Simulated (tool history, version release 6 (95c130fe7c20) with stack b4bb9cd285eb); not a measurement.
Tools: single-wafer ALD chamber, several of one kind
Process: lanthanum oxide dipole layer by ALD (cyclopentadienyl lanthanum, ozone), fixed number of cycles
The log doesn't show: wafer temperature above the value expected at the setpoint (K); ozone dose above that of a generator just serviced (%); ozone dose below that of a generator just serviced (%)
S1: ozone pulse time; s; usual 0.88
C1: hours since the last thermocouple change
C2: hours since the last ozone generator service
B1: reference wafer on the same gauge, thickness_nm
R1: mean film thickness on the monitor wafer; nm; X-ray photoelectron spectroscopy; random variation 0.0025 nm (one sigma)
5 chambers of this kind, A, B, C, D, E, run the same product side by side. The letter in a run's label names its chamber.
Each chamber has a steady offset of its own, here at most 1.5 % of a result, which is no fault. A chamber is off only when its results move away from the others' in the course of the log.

run,hour,S1,C1,C2,B1,R1
1C,10.9,0.88,452.4,694.4,0.39322,0.47421
2B,21.8,0.88,787.8,726.1,0.39308,0.47057
3D,29.7,0.88,876.3,752.7,0.39318,0.47378
4E,39.1,0.88,1822.4,102.0,0.39296,0.48220
5A,50.9,0.88,495.5,432.8,0.39337,0.47825
6B,60.2,0.88,826.2,764.5,0.39290,0.47609
7A,68.2,0.69,512.8,450.1,0.39268,0.43552
8D,80.7,0.69,927.3,803.7,0.39318,0.43030
9C,90.9,0.69,532.4,774.4,0.39267,0.42661
10E,99.4,0.69,1882.7,162.3,0.39271,0.43609
11B,107.0,0.69,873.0,811.3,0.39326,0.42789
12A,119.6,0.88,564.2,501.5,0.39318,0.48341
13D,131.2,0.88,977.8,854.2,0.39291,0.46875
14C,137.0,0.88,578.5,820.5,0.39315,0.46856
15E,148.8,0.88,1932.1,211.7,0.39331,0.48245
16C,161.0,0.88,602.5,844.5,0.39277,0.46625
17E,171.8,0.88,1955.1,234.7,0.39349,0.47937
18A,182.2,0.88,626.8,564.1,0.39264,0.47878
19D,188.2,1.15,1034.8,911.2,0.39312,0.51355
20B,197.4,1.15,963.4,901.7,0.39337,0.51517
21B,206.5,1.15,972.5,910.8,0.39262,0.51855
22C,218.7,1.15,660.2,902.2,0.39299,0.50653
23E,231.7,1.15,2015.0,294.6,0.39304,0.52117
24A,241.4,0.88,686.0,623.3,0.39318,0.48358
25D,249.3,0.88,1095.9,972.3,0.39333,0.47560
26E,256.7,0.88,2040.0,319.6,0.39257,0.47838
27C,265.2,0.88,706.7,948.7,0.39292,0.45951
28B,276.6,0.88,1042.6,980.9,0.39273,0.48119
29A,282.5,0.88,727.1,664.4,0.39317,0.47770
30D,290.1,0.88,1136.7,1013.1,0.39280,0.47170
31D,301.7,0.88,1148.3,1024.7,0.39303,0.47014
32B,312.3,0.88,1078.3,1016.6,0.39340,0.47128
33C,319.2,0.88,760.7,1002.7,0.39329,0.45097
# hour 320.7: chamber E: thermocouple changed; heater temperature recalibrated
34E,331.1,0.88,10.4,394.0,0.39314,0.48043
35A,341.2,0.88,785.8,723.1,0.39348,0.48294
36A,348.6,0.88,793.2,730.5,0.39272,0.48277
37C,354.6,0.88,796.1,1038.1,0.39305,0.44672
38E,360.4,0.88,39.7,423.3,0.39280,0.47974
39D,368.0,0.88,1214.6,1091.0,0.39338,0.46878
40B,377.7,0.88,1143.7,1082.0,0.39349,0.47935
41C,386.8,0.88,828.3,1070.3,0.39354,0.44713
42D,393.6,0.88,1240.2,1116.6,0.39298,0.47060
43B,403.7,0.88,1169.7,1108.0,0.39258,0.47822

Next, every chamber runs the same settings. What will each give?
44A,413.1,0.88,,,,?
44B,413.1,0.88,,,,?
44C,413.1,0.88,,,,?
44D,413.1,0.88,,,,?
44E,413.1,0.88,,,,?

run,R1
44A,0.48052
44B,0.47350
44C,0.44813
44D,0.46826
44E,0.48177
